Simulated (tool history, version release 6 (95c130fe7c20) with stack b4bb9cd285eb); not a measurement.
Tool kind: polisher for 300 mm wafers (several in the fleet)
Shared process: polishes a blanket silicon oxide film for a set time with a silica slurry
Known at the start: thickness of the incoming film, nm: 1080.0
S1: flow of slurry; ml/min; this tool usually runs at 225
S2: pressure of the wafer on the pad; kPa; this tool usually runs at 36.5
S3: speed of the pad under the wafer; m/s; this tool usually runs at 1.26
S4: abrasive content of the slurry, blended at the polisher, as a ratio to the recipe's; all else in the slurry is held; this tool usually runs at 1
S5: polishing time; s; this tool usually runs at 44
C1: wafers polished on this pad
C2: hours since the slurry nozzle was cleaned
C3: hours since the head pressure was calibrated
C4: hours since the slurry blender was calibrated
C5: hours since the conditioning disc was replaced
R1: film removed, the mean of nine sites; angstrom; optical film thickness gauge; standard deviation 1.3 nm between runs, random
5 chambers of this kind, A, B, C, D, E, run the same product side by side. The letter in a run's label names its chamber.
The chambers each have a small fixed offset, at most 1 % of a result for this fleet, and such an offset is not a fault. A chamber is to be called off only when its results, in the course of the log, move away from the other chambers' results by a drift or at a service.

run	hour	S1	S2	S3	S4	S5	C1	C2	C3	C4	C5	R1
1D	2.1	225	36.5	1.26	1	44	112	377.7	184.5	329.5	188	1822
# hour 3.5: chamber A: slurry blender recalibrated
2C	5.2	225	36.5	1.26	1	44	1324	41.8	283.4	83.4	368.7	1848.6
3A	9.2	225	36.5	1.26	1	44	400	59.5	72.2	5.7	228.9	1835.3
# hour 9.7: chamber D: slurry blender recalibrated
4E	12.1	225	36.5	1.26	1	44	396	497	216.6	65.4	241.4	1834.3
5B	15.4	225	36.5	1.48	1	44	605	588.9	959.9	25.3	145.9	2089.4
# hour 16.6: chamber C: worn pad replaced by a new one
6A	18.1	225	36.5	1.48	1	44	509	68.4	81.1	14.6	237.8	2111
7D	20.7	225	36.5	1.48	1	44	340	396.3	203.1	11.1	206.6	2082.5
8C	23.8	225	36.5	1.48	1	44	88	60.4	302	102	387.3	2066.3
9E	27.4	225	36.5	1.48	1	44	583	512.3	231.9	80.7	256.7	2104.8
10B	30.7	225	36.5	1.26	1	44	793	604.2	975.2	40.6	161.2	1824.4
# hour 32.1: chamber A: conditioning disc replaced and pad reconditioned
11D	34.5	225	36.5	1.26	1	44	509	410.1	216.9	24.9	220.4	1830.4
12E	37.7	225	36.5	1.26	1	44	709	522.6	242.2	91	267	1835.9
# hour 39.2: chamber E: worn pad replaced by a new one
13A	40.2	225	36.5	1.26	1	44	780	90.5	103.2	36.7	8.1	1817.2
14C	44.4	225	36.5	1.26	1	44	340	81	322.6	122.6	407.9	1829.6
15B	47.4	225	36.5	1.26	1	44	997	620.9	991.9	57.3	177.9	1853.5
16D	51.9	225	36.5	1.26	1	44	722	427.5	234.3	42.3	237.8	1832.1
# hour 55.7: chamber B: conditioning disc replaced and pad reconditioned
17B	56.2	225	36.5	1.26	1	44	1105	629.7	1000.7	66.1	0.6	1850.7
18A	58.5	225	36.5	1.26	1	44	1004	108.8	121.5	55	26.4	1777.8
# hour 58.9: chamber D: conditioning disc replaced and pad reconditioned
19E	62.5	225	36.5	1.26	1	44	285	547.4	267	115.8	291.8	1842.7
20C	66.4	225	36.5	1.26	1	44	610	103	344.6	144.6	429.9	1810.2
21B	68.7	225	36.5	1.26	1	44	1258	642.2	1013.2	78.6	13.1	1866.4
22D	72.7	225	36.5	1.26	1	44	976	448.3	255.1	63.1	13.8	1819.6
# hour 73: chamber E: slurry blender recalibrated
23A	75.2	225	36.5	1.26	1	44	1208	125.5	138.2	71.7	43.1	1749.3
24C	77.7	225	36.5	1.26	1	44	748	114.3	355.9	155.9	441.2	1837
# hour 78.2: chamber C: slurry blender recalibrated
25E	82.3	225	36.5	1.26	1	44	527	567.2	286.8	9.4	311.6	1832.3
# hour 84.5: chamber B: worn pad replaced by a new one
26C	86.4	225	36.5	1.26	1	44	854	123	364.6	8.2	449.9	1818.1
27B	89.6	225	36.5	1.26	1	44	63	663.1	1034.1	99.5	34	1845.3
28D	91.7	225	36.5	1.26	1	44	1209	467.3	274.1	82.1	32.8	1816.5
29A	94.3	225	36.5	1.26	1	44	1442	144.6	157.3	90.8	62.2	1691.1
30E	96.4	225	36.5	1.26	1	44	700	581.3	300.9	23.5	325.7	1846.7
31C	99.1	225	36.5	1.26	1	44	1010	135.7	377.3	20.9	462.6	1828.2
# hour 99.7: chamber E: worn pad replaced by a new one
32E	102.7	225	36.5	1.26	1	44	37	587.6	307.2	29.8	332	1822.4
33B	105.7	225	36.5	1.26	1	44	260	679.2	1050.2	115.6	50.1	1845.9
34A	108.1	225	36.5	1.26	1	44	1611	158.4	171.1	104.6	76	1677.7

Next, all 5 chambers run the settings below, one line each with question marks for the results. What does each chamber give?
35A	111.5	225	36.5	0.94	1	44						?
35B	111.5	225	36.5	0.94	1	44						?
35C	111.5	225	36.5	0.94	1	44						?
35D	111.5	225	36.5	0.94	1	44						?
35E	111.5	225	36.5	0.94	1	44						?

run	R1
35A	1338.6
35B	1468.3
35C	1441
35D	1465.5
35E	1462.5
